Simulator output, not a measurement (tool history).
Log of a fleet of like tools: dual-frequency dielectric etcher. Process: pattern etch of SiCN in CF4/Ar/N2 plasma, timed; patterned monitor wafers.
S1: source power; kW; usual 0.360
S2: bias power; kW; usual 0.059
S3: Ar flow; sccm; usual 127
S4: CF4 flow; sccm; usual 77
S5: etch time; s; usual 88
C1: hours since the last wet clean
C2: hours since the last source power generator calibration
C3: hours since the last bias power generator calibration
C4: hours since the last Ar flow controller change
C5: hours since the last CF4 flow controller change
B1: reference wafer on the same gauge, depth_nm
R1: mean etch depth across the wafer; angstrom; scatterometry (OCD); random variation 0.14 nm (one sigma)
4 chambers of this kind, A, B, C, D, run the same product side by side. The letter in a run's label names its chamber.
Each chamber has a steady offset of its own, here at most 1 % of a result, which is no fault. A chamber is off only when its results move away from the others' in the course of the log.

Run 1A, hour 10.0: usual settings; C1 91.2; C2 19.5; C3 683.2; C4 671.0; C5 895.0; B1 50.085. Result: R1 572.78 angstrom.
Run 2B, hour 17.9: usual settings; C1 279.8; C2 378.6; C3 1250.1; C4 2598.3; C5 327.9; B1 50.089. Result: R1 567.44 angstrom.
Run 3C, hour 26.7: usual settings; C1 353.7; C2 1364.9; C3 1040.4; C4 1425.2; C5 1641.4; B1 50.108. Result: R1 569.83 angstrom.
Run 4D, hour 32.4: usual settings; C1 129.2; C2 2282.1; C3 2497.9; C4 3172.0; C5 2449.4; B1 50.096. Result: R1 572.87 angstrom.
Run 5D, hour 38.8: usual settings; C1 135.6; C2 2288.5; C3 2504.3; C4 3178.4; C5 2455.8; B1 50.096. Result: R1 569.65 angstrom.
Run 6C, hour 50.5: usual settings; C1 377.5; C2 1388.7; C3 1064.2; C4 1449.0; C5 1665.2; B1 50.132. Result: R1 567.99 angstrom.
Run 7A, hour 61.7: usual settings; C1 142.9; C2 71.2; C3 734.9; C4 722.7; C5 946.7; B1 50.090. Result: R1 571.34 angstrom.
Run 8B, hour 71.8: usual settings; C1 333.7; C2 432.5; C3 1304.0; C4 2652.2; C5 381.8; B1 50.111. Result: R1 567.64 angstrom.
Run 9C, hour 80.8: usual settings; C1 407.8; C2 1419.0; C3 1094.5; C4 1479.3; C5 1695.5; B1 50.114. Result: R1 568.81 angstrom.
Run 10B, hour 88.2: usual settings; C1 350.1; C2 448.9; C3 1320.4; C4 2668.6; C5 398.2; B1 50.082. Result: R1 567.62 angstrom.
Run 11A, hour 97.2: usual settings; C1 178.4; C2 106.7; C3 770.4; C4 758.2; C5 982.2; B1 50.110. Result: R1 571.82 angstrom.
Run 12D, hour 105.7: usual settings; C1 202.5; C2 2355.4; C3 2571.2; C4 3245.3; C5 2522.7; B1 50.095. Result: R1 568.12 angstrom.
Run 13B, hour 117.1: usual settings; C1 379.0; C2 477.8; C3 1349.3; C4 2697.5; C5 427.1; B1 50.078. Result: R1 571.12 angstrom.
Run 14A, hour 124.2: usual settings; C1 205.4; C2 133.7; C3 797.4; C4 785.2; C5 1009.2; B1 50.094. Result: R1 571.26 angstrom.
Run 15C, hour 130.1: usual settings; C1 457.1; C2 1468.3; C3 1143.8; C4 1528.6; C5 1744.8; B1 50.104. Result: R1 569.38 angstrom.
At hour 136.8: chamber B: wet clean of the chamber.
Run 16D, hour 139.2: usual settings; C1 236.0; C2 2388.9; C3 2604.7; C4 3278.8; C5 2556.2; B1 50.126. Result: R1 570.68 angstrom.
Run 17A, hour 145.7: usual settings; C1 226.9; C2 155.2; C3 818.9; C4 806.7; C5 1030.7; B1 50.081. Result: R1 572.47 angstrom.
Run 18B, hour 155.1: usual settings; C1 18.4; C2 515.8; C3 1387.3; C4 2735.5; C5 465.1; B1 50.083. Result: R1 568.78 angstrom.
Run 19D, hour 164.3: usual settings; C1 261.1; C2 2414.0; C3 2629.8; C4 3303.9; C5 2581.3; B1 50.091. Result: R1 570.08 angstrom.
At hour 165.2: chamber C: wet clean of the chamber.
Run 20C, hour 171.6: usual settings; C1 6.5; C2 1509.8; C3 1185.3; C4 1570.1; C5 1786.3; B1 50.091. Result: R1 582.84 angstrom.
Run 21C, hour 179.6: usual settings; C1 14.5; C2 1517.8; C3 1193.3; C4 1578.1; C5 1794.3; B1 50.095. Result: R1 583.67 angstrom.
Run 22D, hour 190.0: usual settings; C1 286.8; C2 2439.7; C3 2655.5; C4 3329.6; C5 2607.0; B1 50.094. Result: R1 570.46 angstrom.
Run 23B, hour 201.7: usual settings; C1 65.0; C2 562.4; C3 1433.9; C4 2782.1; C5 511.7; B1 50.093. Result: R1 565.58 angstrom.
Run 24A, hour 208.0: usual settings but S1 0.450 kW; C1 289.2; C2 217.5; C3 881.2; C4 869.0; C5 1093.0; B1 50.112. Result: R1 696.46 angstrom.
Run 25B, hour 214.1: usual settings but S1 0.450 kW; C1 77.4; C2 574.8; C3 1446.3; C4 2794.5; C5 524.1; B1 50.120. Result: R1 692.59 angstrom.
Run 26A, hour 224.9: usual settings but S1 0.450 kW; C1 306.1; C2 234.4; C3 898.1; C4 885.9; C5 1109.9; B1 50.103. Result: R1 696.57 angstrom.
Run 27D, hour 236.6: usual settings but S1 0.450 kW; C1 333.4; C2 2486.3; C3 2702.1; C4 3376.2; C5 2653.6; B1 50.085. Result: R1 693.63 angstrom.
Run 28C, hour 245.2: usual settings; C1 80.1; C2 1583.4; C3 1258.9; C4 1643.7; C5 1859.9; B1 50.106. Result: R1 581.49 angstrom.
Run 29C, hour 256.5: usual settings; C1 91.4; C2 1594.7; C3 1270.2; C4 1655.0; C5 1871.2; B1 50.095. Result: R1 583.24 angstrom.
Run 30D, hour 262.5: usual settings; C1 359.3; C2 2512.2; C3 2728.0; C4 3402.1; C5 2679.5; B1 50.080. Result: R1 569.54 angstrom.
At hour 270.6: chamber B: bias power generator calibrated.
Run 31B, hour 270.9: usual settings; C1 134.2; C2 631.6; C3 0.3; C4 2851.3; C5 580.9; B1 50.108. Result: R1 568.23 angstrom.
Run 32A, hour 277.2: usual settings; C1 358.4; C2 286.7; C3 950.4; C4 938.2; C5 1162.2; B1 50.092. Result: R1 572.84 angstrom.
Run 33D, hour 286.1: usual settings; C1 382.9; C2 2535.8; C3 2751.6; C4 3425.7; C5 2703.1; B1 50.112. Result: R1 567.48 angstrom.
Run 34B, hour 298.2: usual settings; C1 161.5; C2 658.9; C3 27.6; C4 2878.6; C5 608.2; B1 50.091. Result: R1 569.83 angstrom.

Is one chamber off against the others, does the gauge drift, or is nothing wrong? If a chamber is off, say which, and what the likeliest cause is.

A service left chamber C off against the others.
Cause: etch rate over this chamber's usual, % = 2.48.

Here are 4 candidates for chamber C's next run, each the usual settings with a change, their results left as question marks. Which one brings its results back in line with what the others give on the usual settings?
In line means no further than this from the other chambers' mean on the usual settings: R1 4.80 angstrom
Run 35C-1, hour 307.1: usual settings but S5 87.5 s. Result: R1 ?.
Run 35C-2, hour 307.1: usual settings but S5 88.5 s. Result: R1 ?.
Run 35C-3, hour 307.1: usual settings but S5 90.0 s. Result: R1 ?.
Run 35C-4, hour 307.1: usual settings but S1 0.350 kW. Result: R1 ?.

The other chambers' mean on the usual settings: R1 569.92 angstrom
  run      R1
35C-1  579.69
35C-2  586.31
35C-3  596.25
35C-4  568.96
35C-4 brings the chamber back in line.

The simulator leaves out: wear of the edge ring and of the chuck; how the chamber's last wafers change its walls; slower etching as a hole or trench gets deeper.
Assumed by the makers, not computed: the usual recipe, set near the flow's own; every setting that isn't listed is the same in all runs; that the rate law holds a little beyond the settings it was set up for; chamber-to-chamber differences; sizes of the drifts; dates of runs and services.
